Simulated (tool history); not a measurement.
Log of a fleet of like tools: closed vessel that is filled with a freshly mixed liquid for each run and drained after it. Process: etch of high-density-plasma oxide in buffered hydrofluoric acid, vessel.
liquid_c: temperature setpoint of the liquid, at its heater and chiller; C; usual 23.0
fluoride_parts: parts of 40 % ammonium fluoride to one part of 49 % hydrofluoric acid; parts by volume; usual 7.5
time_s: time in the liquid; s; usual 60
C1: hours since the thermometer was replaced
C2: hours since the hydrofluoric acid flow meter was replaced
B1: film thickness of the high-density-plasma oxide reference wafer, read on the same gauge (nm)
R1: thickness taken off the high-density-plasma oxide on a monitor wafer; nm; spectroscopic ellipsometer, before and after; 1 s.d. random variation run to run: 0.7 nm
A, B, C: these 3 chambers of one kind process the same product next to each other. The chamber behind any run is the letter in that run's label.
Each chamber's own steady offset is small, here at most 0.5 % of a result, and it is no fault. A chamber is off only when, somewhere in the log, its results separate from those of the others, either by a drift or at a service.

run 1C day=0.238 | liquid_c=23.0 fluoride_parts=7.5 time_s=60 | C1=206.0 C2=352.7 | B1=30.028 | R1=97.905
run 2A day=0.479 | liquid_c=23.0 fluoride_parts=7.5 time_s=60 | C1=1044.0 C2=898.1 | B1=30.030 | R1=97.918
run 3B day=0.592 | liquid_c=23.0 fluoride_parts=7.5 time_s=60 | C1=985.6 C2=1809.5 | B1=29.977 | R1=100.010
run 4A day=0.829 | liquid_c=23.0 fluoride_parts=7.5 time_s=60 | C1=1052.4 C2=906.5 | B1=29.974 | R1=98.375
run 5B day=1.096 | liquid_c=23.0 fluoride_parts=7.5 time_s=60 | C1=997.7 C2=1821.6 | B1=30.028 | R1=98.779
run 6C day=1.238 | liquid_c=23.0 fluoride_parts=7.5 time_s=60 | C1=230.0 C2=376.7 | B1=30.015 | R1=98.278
run 7B day=1.446 | liquid_c=23.0 fluoride_parts=7.5 time_s=60 | C1=1006.1 C2=1830.0 | B1=29.980 | R1=97.262
run 8A day=1.650 | liquid_c=23.0 fluoride_parts=7.5 time_s=60 | C1=1072.1 C2=926.2 | B1=30.002 | R1=99.177
run 9C day=1.779 | liquid_c=23.0 fluoride_parts=7.5 time_s=60 | C1=243.0 C2=389.7 | B1=30.017 | R1=98.265
-- day=1.871 chamber C: hydrofluoric acid flow meter replaced
run 10C day=2.029 | liquid_c=23.0 fluoride_parts=7.5 time_s=60 | C1=249.0 C2=3.9 | B1=29.967 | R1=97.594
run 11A day=2.212 | liquid_c=23.0 fluoride_parts=7.5 time_s=60 | C1=1085.6 C2=939.7 | B1=29.992 | R1=97.442
run 12B day=2.392 | liquid_c=23.0 fluoride_parts=7.5 time_s=60 | C1=1028.8 C2=1852.7 | B1=29.982 | R1=98.268
run 13A day=2.654 | liquid_c=28.0 fluoride_parts=5.0 time_s=60 | C1=1096.2 C2=950.3 | B1=29.971 | R1=186.450
run 14B day=2.879 | liquid_c=28.0 fluoride_parts=5.0 time_s=60 | C1=1040.5 C2=1864.4 | B1=29.999 | R1=185.080
run 15C day=3.042 | liquid_c=28.0 fluoride_parts=5.0 time_s=60 | C1=273.3 C2=28.2 | B1=30.010 | R1=183.150
run 16C day=3.217 | liquid_c=21.5 fluoride_parts=7.5 time_s=60 | C1=277.5 C2=32.4 | B1=29.966 | R1=90.006
run 17B day=3.433 | liquid_c=21.5 fluoride_parts=7.5 time_s=60 | C1=1053.8 C2=1877.7 | B1=30.017 | R1=90.344
run 18A day=3.696 | liquid_c=21.5 fluoride_parts=7.5 time_s=60 | C1=1121.2 C2=975.3 | B1=29.981 | R1=90.567
run 19C day=3.842 | liquid_c=23.0 fluoride_parts=7.5 time_s=60 | C1=292.5 C2=47.4 | B1=29.967 | R1=97.835
run 20A day=4.071 | liquid_c=23.0 fluoride_parts=7.5 time_s=60 | C1=1130.2 C2=984.3 | B1=30.016 | R1=97.355
run 21B day=4.296 | liquid_c=23.0 fluoride_parts=7.5 time_s=60 | C1=1074.5 C2=1898.4 | B1=30.043 | R1=97.915
run 22C day=4.483 | liquid_c=23.0 fluoride_parts=7.5 time_s=60 | C1=307.9 C2=62.8 | B1=29.991 | R1=99.547
run 23B day=4.700 | liquid_c=23.0 fluoride_parts=7.5 time_s=60 | C1=1084.2 C2=1908.1 | B1=30.017 | R1=97.918
run 24A day=4.925 | liquid_c=23.0 fluoride_parts=7.5 time_s=60 | C1=1150.7 C2=1004.8 | B1=30.004 | R1=99.428
run 25A day=5.175 | liquid_c=23.0 fluoride_parts=7.5 time_s=80 | C1=1156.7 C2=1010.8 | B1=29.999 | R1=132.700
run 26B day=5.292 | liquid_c=23.0 fluoride_parts=7.5 time_s=80 | C1=1098.4 C2=1922.3 | B1=30.020 | R1=130.840
run 27C day=5.408 | liquid_c=23.0 fluoride_parts=7.5 time_s=80 | C1=330.1 C2=85.0 | B1=29.996 | R1=131.030
run 28C day=5.583 | liquid_c=23.0 fluoride_parts=7.5 time_s=60 | C1=334.3 C2=89.2 | B1=30.011 | R1=98.256
run 29A day=5.729 | liquid_c=23.0 fluoride_parts=7.5 time_s=60 | C1=1170.0 C2=1024.1 | B1=29.998 | R1=98.275
run 30B day=5.854 | liquid_c=23.0 fluoride_parts=5.5 time_s=30 | C1=1111.9 C2=1935.8 | B1=30.016 | R1=65.061
run 31B day=6.033 | liquid_c=23.0 fluoride_parts=5.5 time_s=30 | C1=1116.2 C2=1940.1 | B1=30.007 | R1=65.515
run 32A day=6.258 | liquid_c=23.0 fluoride_parts=5.5 time_s=30 | C1=1182.7 C2=1036.8 | B1=30.005 | R1=64.632
run 33C day=6.512 | liquid_c=23.0 fluoride_parts=7.5 time_s=60 | C1=356.6 C2=111.5 | B1=30.022 | R1=98.204
run 34B day=6.692 | liquid_c=23.0 fluoride_parts=7.5 time_s=60 | C1=1132.0 C2=1955.9 | B1=30.003 | R1=99.974
run 35A day=6.858 | liquid_c=23.0 fluoride_parts=7.5 time_s=35 | C1=1197.1 C2=1051.2 | B1=29.985 | R1=56.858
run 36C day=6.983 | liquid_c=23.0 fluoride_parts=7.5 time_s=35 | C1=367.9 C2=122.8 | B1=30.034 | R1=57.544
run 37B day=7.125 | liquid_c=23.0 fluoride_parts=7.5 time_s=35 | C1=1142.4 C2=1966.3 | B1=29.988 | R1=57.289
run 38C day=7.362 | liquid_c=23.0 fluoride_parts=7.5 time_s=60 | C1=377.0 C2=131.9 | B1=30.000 | R1=96.664
run 39A day=7.508 | liquid_c=23.0 fluoride_parts=7.5 time_s=60 | C1=1212.7 C2=1066.8 | B1=30.011 | R1=98.567
run 40B day=7.671 | liquid_c=23.0 fluoride_parts=7.5 time_s=60 | C1=1155.5 C2=1979.4 | B1=30.014 | R1=98.875

For the next run the whole fleet of 3 chambers uses the same settings. Give each chamber's results:
run 41A day=7.862 | liquid_c=25.5 fluoride_parts=7.5 time_s=60 | R1=?
run 41B day=7.862 | liquid_c=25.5 fluoride_parts=7.5 time_s=60 | R1=?
run 41C day=7.862 | liquid_c=25.5 fluoride_parts=7.5 time_s=60 | R1=?

run=41A R1=110.630
run=41B R1=112.710
run=41C R1=112.590

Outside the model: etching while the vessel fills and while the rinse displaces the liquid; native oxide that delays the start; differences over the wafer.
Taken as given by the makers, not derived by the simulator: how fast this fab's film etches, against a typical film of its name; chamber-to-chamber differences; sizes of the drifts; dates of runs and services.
